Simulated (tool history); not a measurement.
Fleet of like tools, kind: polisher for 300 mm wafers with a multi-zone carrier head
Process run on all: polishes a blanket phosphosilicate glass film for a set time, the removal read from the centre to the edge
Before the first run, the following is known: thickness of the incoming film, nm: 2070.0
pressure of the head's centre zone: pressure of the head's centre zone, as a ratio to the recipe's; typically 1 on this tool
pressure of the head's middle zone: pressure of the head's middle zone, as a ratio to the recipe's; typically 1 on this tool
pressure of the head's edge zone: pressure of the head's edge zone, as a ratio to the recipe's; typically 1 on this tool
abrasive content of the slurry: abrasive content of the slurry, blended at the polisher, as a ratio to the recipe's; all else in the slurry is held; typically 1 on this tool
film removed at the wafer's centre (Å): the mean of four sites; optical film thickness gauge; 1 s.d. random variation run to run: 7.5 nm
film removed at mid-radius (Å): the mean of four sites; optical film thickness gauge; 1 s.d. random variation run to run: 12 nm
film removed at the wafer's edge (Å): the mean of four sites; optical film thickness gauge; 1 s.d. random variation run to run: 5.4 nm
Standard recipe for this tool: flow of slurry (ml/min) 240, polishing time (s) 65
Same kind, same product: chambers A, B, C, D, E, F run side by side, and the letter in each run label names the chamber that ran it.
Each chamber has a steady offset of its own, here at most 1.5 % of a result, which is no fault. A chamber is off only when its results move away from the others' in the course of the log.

run,hour,flow of slurry (ml/min),pressure of the head's centre zone,pressure of the head's middle zone,pressure of the head's edge zone,abrasive content of the slurry,polishing time (s),wafers polished on this pad,hours since the slurry nozzle was cleaned,hours since the centre zone pressure was calibrated,hours since the edge zone pressure was calibrated,film removed at the wafer's centre (Å),film removed at mid-radius (Å),film removed at the wafer's edge (Å)
# hour 4.6: chamber B: worn pad replaced by a new one
1A,9.2,240,1,1,1,1,65,270,654.6,730.2,489.9,7972.7,7915.1,8054.4
2F,16.4,240,1,1,1,1,65,298,438.9,331.2,50.2,8152.1,8064.4,8002.1
3D,30.4,240,1,1,1,1,65,602,150.6,383.4,575.8,7833.7,8109,8019
# hour 41.4: chamber E: edge zone pressure recalibrated
4C,44,240,1,1,1,1,65,717,279.7,387.1,215.4,7957.7,7932.6,8058.6
# hour 47.2: chamber D: worn pad replaced by a new one
# hour 50.2: chamber E: slurry nozzle cleaned
# hour 53.6: chamber C: worn pad replaced by a new one
5B,54.1,240,1,1,1,1,65,336,689.7,571,996.9,8037.3,7968.7,8067.2
# hour 62.7: chamber E: worn pad replaced by a new one
6E,63.8,240,0.96,1,0.96,1,65,7,13.6,78.3,22.4,7543.7,8265.4,7752.3
# hour 74.9: chamber A: slurry nozzle cleaned
7A,76.2,240,0.96,1,0.96,1,65,725,1.4,797.2,556.9,7619.9,7958.3,7814.3
# hour 84.1: chamber F: worn pad replaced by a new one
# hour 87.9: chamber D: slurry nozzle cleaned
8C,88.1,240,0.96,1,0.96,1,65,234,323.8,431.2,259.5,7620.1,7992.4,7806.6
9B,96.1,240,0.96,1,0.96,1,65,621,731.7,613,1038.9,7705.3,7980,7887.9
10D,111.8,240,0.96,1,0.96,1,65,439,24,464.8,657.2,7602.8,8255.4,7837
11E,121.2,240,0.96,1,0.96,1,65,397,71,135.7,79.8,7543.7,7933.9,7721.9
# hour 127.4: chamber A: worn pad replaced by a new one
12F,130.2,240,1,1,1,1,65,313,552.7,445,164,7997.1,8063.1,7930.8
# hour 133.3: chamber D: worn pad replaced by a new one
13A,145.8,240,1,1,1,1,65,125,71,866.8,626.5,8010.9,8174.3,8049.3
# hour 155.6: chamber B: centre zone pressure recalibrated
14B,157.8,240,1,0.92,1.09,1,65,1040,793.4,2.3,1100.6,8054.8,7319.4,8365.4
# hour 158.9: chamber E: worn pad replaced by a new one
15F,169.1,240,1,0.92,1.09,1,65,577,591.6,483.9,202.9,8036.2,7603.5,8352.6
# hour 169.7: chamber C: slurry nozzle cleaned
16C,178.2,240,1,0.92,1.09,1,65,846,8.6,521.3,349.6,7945.4,7252.2,8381.4
# hour 182.7: chamber C: worn pad replaced by a new one
17E,187.8,240,1,0.92,1.09,1,65,196,137.6,202.3,146.4,7988,7336.4,8350.7
# hour 198.9: chamber F: worn pad replaced by a new one
18D,199.2,240,1,0.92,1.09,1,65,447,111.4,552.2,744.6,7809,7355.2,8300.3
19B,212,240,1,0.92,1.09,1,65,1408,847.6,56.5,1154.8,8002.3,7562.4,8358.5
# hour 218.5: chamber B: worn pad replaced by a new one
20D,226,240,1,1,1,1,65,629,138.2,579,771.4,7763.1,8255.8,8004
# hour 232.6: chamber D: worn pad replaced by a new one
21E,241.3,240,1,1,1,1,65,559,191.1,255.8,199.9,8016.9,7946.3,8039.2
22C,253,240,1,1,1,1,65,477,83.4,596.1,424.4,7722.1,8058.4,8040.3
# hour 259.8: chamber A: worn pad replaced by a new one
23A,268.8,240,0.92,1,1,0.75,65,61,194,989.8,749.5,6365.9,6921.6,7049.4
# hour 272.9: chamber E: worn pad replaced by a new one
# hour 283.1: chamber D: slurry nozzle cleaned
24F,283.4,240,0.92,1,1,0.75,65,574,705.9,598.2,317.2,6340.8,7054.4,6915.3
# hour 286.4: chamber B: slurry nozzle cleaned
# hour 294.3: chamber C: worn pad replaced by a new one
# hour 294.8: chamber A: centre zone pressure recalibrated
25A,298.2,240,0.92,1,1,0.75,65,261,223.4,3.5,778.9,6307.7,7144,6994.1
26D,308.4,240,0.92,1,1,0.75,65,515,25.4,661.4,853.8,6269.8,6828.1,6975.8
27F,322.6,240,0.92,1,1,0.75,65,840,745.1,637.4,356.4,6360.6,6913.8,6913.2
# hour 323.5: chamber A: edge zone pressure recalibrated
# hour 337.6: chamber F: worn pad replaced by a new one
28C,338.5,240,0.92,1,1,0.75,65,300,168.9,681.6,509.9,5863.9,7040.9,7042
# hour 345.6: chamber D: worn pad replaced by a new one
29E,350.1,240,1,1,1,1,65,524,299.9,364.6,308.7,7935.2,8062.1,7977.8
30B,357.1,240,1,1,1,1,65,941,70.7,201.6,1299.9,8120.6,7964.8,8039.4
# hour 360.4: chamber E: worn pad replaced by a new one
# hour 366.9: chamber B: edge zone pressure recalibrated
31C,369.1,240,1,1,1,1,65,507,199.5,712.2,540.5,7273.6,7999.2,8045.1
32D,380.5,240,1,1,1,1,65,237,97.5,733.5,925.9,7751.3,7971.3,7923.7
33F,389.7,240,1,1,1,1,65,354,812.2,704.5,423.5,8035.3,8158.4,8058.3
# hour 396.4: chamber B: worn pad replaced by a new one
34E,399.9,240,1,0.96,1,0.8,65,268,349.7,414.4,358.5,7105.1,6904.3,7195.8
35B,411.1,240,1,0.96,1,0.8,65,100,124.7,255.6,44.2,7282,6808.7,7199.6
# hour 413.6: chamber A: worn pad replaced by a new one
36A,418.3,240,1,0.96,1,0.8,65,32,343.5,123.6,94.8,7151.6,6832.3,7238.3

Next, all 6 chambers run the settings below, one line each with question marks for the results. What does each chamber give?
37A,429.8,320,1,1,1,1,65,,,,,?,?,?
37B,429.8,320,1,1,1,1,65,,,,,?,?,?
37C,429.8,320,1,1,1,1,65,,,,,?,?,?
37D,429.8,320,1,1,1,1,65,,,,,?,?,?
37E,429.8,320,1,1,1,1,65,,,,,?,?,?
37F,429.8,320,1,1,1,1,65,,,,,?,?,?

run,film removed at the wafer's centre (Å),film removed at mid-radius (Å),film removed at the wafer's edge (Å)
37A,8216,8225.2,8158.3
37B,8458.1,8284.8,8173.9
37C,7327.1,8435.1,8303.1
37D,8270.2,8273.5,8092.4
37E,8224.1,7989.9,8080.6
37F,8392.7,8089.2,8110.2
